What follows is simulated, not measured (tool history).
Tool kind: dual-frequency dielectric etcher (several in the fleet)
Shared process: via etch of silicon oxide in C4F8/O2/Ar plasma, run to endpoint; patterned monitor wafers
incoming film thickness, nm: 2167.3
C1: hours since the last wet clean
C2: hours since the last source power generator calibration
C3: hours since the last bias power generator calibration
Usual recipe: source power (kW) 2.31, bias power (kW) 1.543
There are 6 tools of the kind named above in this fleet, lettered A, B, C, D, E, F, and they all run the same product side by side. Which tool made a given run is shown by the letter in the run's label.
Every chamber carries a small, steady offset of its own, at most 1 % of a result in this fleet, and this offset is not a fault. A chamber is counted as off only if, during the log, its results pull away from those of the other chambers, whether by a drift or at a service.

{"run": "1B", "hour": 2.2, "source power (kW)": 2.31, "bias power (kW)": 1.543, "C1": 142.3, "C2": 576.6, "C3": 1732.8, "endpoint time (s)": 433.57}
{"run": "2E", "hour": 4.4, "source power (kW)": 2.31, "bias power (kW)": 1.543, "C1": 336.7, "C2": 2279.2, "C3": 599.7, "endpoint time (s)": 432.06}
{"run": "3A", "hour": 6.8, "source power (kW)": 2.31, "bias power (kW)": 1.543, "C1": 437.3, "C2": 1566.5, "C3": 1102.7, "endpoint time (s)": 431.94}
{"run": "4F", "hour": 9.9, "source power (kW)": 2.31, "bias power (kW)": 1.543, "C1": 153.2, "C2": 1590.4, "C3": 2520.7, "endpoint time (s)": 435.13}
{"run": "5D", "hour": 13.6, "source power (kW)": 2.11, "bias power (kW)": 1.377, "C1": 30.8, "C2": 1854.6, "C3": 1864.2, "endpoint time (s)": 464.1}
{"run": "6C", "hour": 17.0, "source power (kW)": 2.11, "bias power (kW)": 1.377, "C1": 440.2, "C2": 1266.2, "C3": 996.1, "endpoint time (s)": 464.91}
{"run": "7D", "hour": 19.9, "source power (kW)": 2.11, "bias power (kW)": 1.377, "C1": 37.1, "C2": 1860.9, "C3": 1870.5, "endpoint time (s)": 465.85}
{"hour": 20.1, "done": "chamber C: wet clean of the chamber"}
{"run": "8C", "hour": 23.7, "source power (kW)": 2.11, "bias power (kW)": 1.377, "C1": 3.7, "C2": 1272.9, "C3": 1002.8, "endpoint time (s)": 466.78}
{"run": "9F", "hour": 26.2, "source power (kW)": 2.11, "bias power (kW)": 1.377, "C1": 169.5, "C2": 1606.7, "C3": 2537, "endpoint time (s)": 458.75}
{"run": "10A", "hour": 29.5, "source power (kW)": 2.11, "bias power (kW)": 1.377, "C1": 460, "C2": 1589.2, "C3": 1125.4, "endpoint time (s)": 466.38}
{"run": "11E", "hour": 32.9, "source power (kW)": 2.52, "bias power (kW)": 1.543, "C1": 365.2, "C2": 2307.7, "C3": 628.2, "endpoint time (s)": 419.12}
{"run": "12B", "hour": 36.9, "source power (kW)": 2.52, "bias power (kW)": 1.543, "C1": 177, "C2": 611.3, "C3": 1767.5, "endpoint time (s)": 422.92}
{"run": "13F", "hour": 40.8, "source power (kW)": 2.52, "bias power (kW)": 1.543, "C1": 184.1, "C2": 1621.3, "C3": 2551.6, "endpoint time (s)": 418.6}
{"run": "14A", "hour": 43.1, "source power (kW)": 2.52, "bias power (kW)": 1.543, "C1": 473.6, "C2": 1602.8, "C3": 1139, "endpoint time (s)": 413.53}
{"run": "15E", "hour": 45.9, "source power (kW)": 2.52, "bias power (kW)": 1.543, "C1": 378.2, "C2": 2320.7, "C3": 641.2, "endpoint time (s)": 419.47}
{"run": "16C", "hour": 48.7, "source power (kW)": 2.52, "bias power (kW)": 1.543, "C1": 28.7, "C2": 1297.9, "C3": 1027.8, "endpoint time (s)": 421.44}
{"run": "17D", "hour": 50.9, "source power (kW)": 2.31, "bias power (kW)": 1.543, "C1": 68.1, "C2": 1891.9, "C3": 1901.5, "endpoint time (s)": 436.55}
{"run": "18B", "hour": 54.2, "source power (kW)": 2.31, "bias power (kW)": 1.543, "C1": 194.3, "C2": 628.6, "C3": 1784.8, "endpoint time (s)": 441.69}
{"run": "19C", "hour": 56.9, "source power (kW)": 2.31, "bias power (kW)": 1.543, "C1": 36.9, "C2": 1306.1, "C3": 1036, "endpoint time (s)": 439.68}
{"run": "20A", "hour": 59.6, "source power (kW)": 2.31, "bias power (kW)": 1.543, "C1": 490.1, "C2": 1619.3, "C3": 1155.5, "endpoint time (s)": 431.78}
{"run": "21D", "hour": 62.4, "source power (kW)": 1.97, "bias power (kW)": 1.759, "C1": 79.6, "C2": 1903.4, "C3": 1913, "endpoint time (s)": 451.2}
{"hour": 62.9, "done": "chamber A: wet clean of the chamber"}
{"hour": 64.6, "done": "chamber E: wet clean of the chamber"}
{"run": "22B", "hour": 66.5, "source power (kW)": 1.97, "bias power (kW)": 1.759, "C1": 206.6, "C2": 640.9, "C3": 1797.1, "endpoint time (s)": 451.09}
{"run": "23E", "hour": 70.7, "source power (kW)": 1.97, "bias power (kW)": 1.759, "C1": 6.2, "C2": 2345.5, "C3": 666, "endpoint time (s)": 469.63}
{"run": "24F", "hour": 73.3, "source power (kW)": 1.97, "bias power (kW)": 1.759, "C1": 216.6, "C2": 1653.8, "C3": 2584.1, "endpoint time (s)": 449.05}
{"run": "25A", "hour": 75.6, "source power (kW)": 1.97, "bias power (kW)": 1.759, "C1": 12.7, "C2": 1635.3, "C3": 1171.5, "endpoint time (s)": 445.78}
{"run": "26B", "hour": 78.0, "source power (kW)": 1.97, "bias power (kW)": 1.759, "C1": 218.1, "C2": 652.4, "C3": 1808.6, "endpoint time (s)": 450.27}
{"run": "27D", "hour": 80.4, "source power (kW)": 2.31, "bias power (kW)": 1.543, "C1": 97.6, "C2": 1921.4, "C3": 1931, "endpoint time (s)": 434.77}
{"run": "28F", "hour": 84.7, "source power (kW)": 2.14, "bias power (kW)": 1.303, "C1": 228, "C2": 1665.2, "C3": 2595.5, "endpoint time (s)": 464.33}
{"run": "29C", "hour": 87.5, "source power (kW)": 2.14, "bias power (kW)": 1.303, "C1": 67.5, "C2": 1336.7, "C3": 1066.6, "endpoint time (s)": 473.21}
{"run": "30E", "hour": 90.2, "source power (kW)": 2.14, "bias power (kW)": 1.303, "C1": 25.7, "C2": 2365, "C3": 685.5, "endpoint time (s)": 488.14}
{"run": "31B", "hour": 94.2, "source power (kW)": 2.14, "bias power (kW)": 1.303, "C1": 234.3, "C2": 668.6, "C3": 1824.8, "endpoint time (s)": 470.94}
{"run": "32A", "hour": 97.2, "source power (kW)": 2.14, "bias power (kW)": 1.303, "C1": 34.3, "C2": 1656.9, "C3": 1193.1, "endpoint time (s)": 461.37}
{"run": "33F", "hour": 101.0, "source power (kW)": 2.14, "bias power (kW)": 1.303, "C1": 244.3, "C2": 1681.5, "C3": 2611.8, "endpoint time (s)": 464.5}
{"run": "34E", "hour": 104.6, "source power (kW)": 2.31, "bias power (kW)": 1.543, "C1": 40.1, "C2": 2379.4, "C3": 699.9, "endpoint time (s)": 451.61}
{"run": "35C", "hour": 107.1, "source power (kW)": 2.31, "bias power (kW)": 1.543, "C1": 87.1, "C2": 1356.3, "C3": 1086.2, "endpoint time (s)": 436.06}
{"run": "36D", "hour": 110.2, "source power (kW)": 2.31, "bias power (kW)": 1.543, "C1": 127.4, "C2": 1951.2, "C3": 1960.8, "endpoint time (s)": 436.77}

What goes on in this fleet: one chamber off, a drifting gauge, or nothing beyond the chambers' own small offsets? Name the chamber and the cause, if any.

The work done on chamber E during a service left it standing apart from the others.
Cause: etch rate under this chamber's usual, % = 4.93.

Here are 4 candidates for chamber E's next run, each the usual settings with a change, their results left as question marks. Which one brings its results back in line with what the others give on the usual settings?
A result is in line if it is within this distance of the other chambers' mean on the usual settings: endpoint time (s) 8.7
{"run": "37E-1", "hour": 113.3, "source power (kW)": 1.93, "bias power (kW)": 1.375, "endpoint time (s)": "?"}
{"run": "37E-2", "hour": 113.3, "source power (kW)": 2.49, "bias power (kW)": 1.622, "endpoint time (s)": "?"}
{"run": "37E-3", "hour": 113.3, "source power (kW)": 2.31, "bias power (kW)": 1.286, "endpoint time (s)": "?"}
{"run": "37E-4", "hour": 113.3, "source power (kW)": 2.69, "bias power (kW)": 1.711, "endpoint time (s)": "?"}

Usual-settings mean across the other chambers: endpoint time (s) 434.89
run=37E-1 endpoint_time_(s)=505.49
run=37E-2 endpoint_time_(s)=436.28
run=37E-3 endpoint_time_(s)=478.28
run=37E-4 endpoint_time_(s)=416.8
37E-2 is the one that brings the chamber's results back in line with the other chambers.

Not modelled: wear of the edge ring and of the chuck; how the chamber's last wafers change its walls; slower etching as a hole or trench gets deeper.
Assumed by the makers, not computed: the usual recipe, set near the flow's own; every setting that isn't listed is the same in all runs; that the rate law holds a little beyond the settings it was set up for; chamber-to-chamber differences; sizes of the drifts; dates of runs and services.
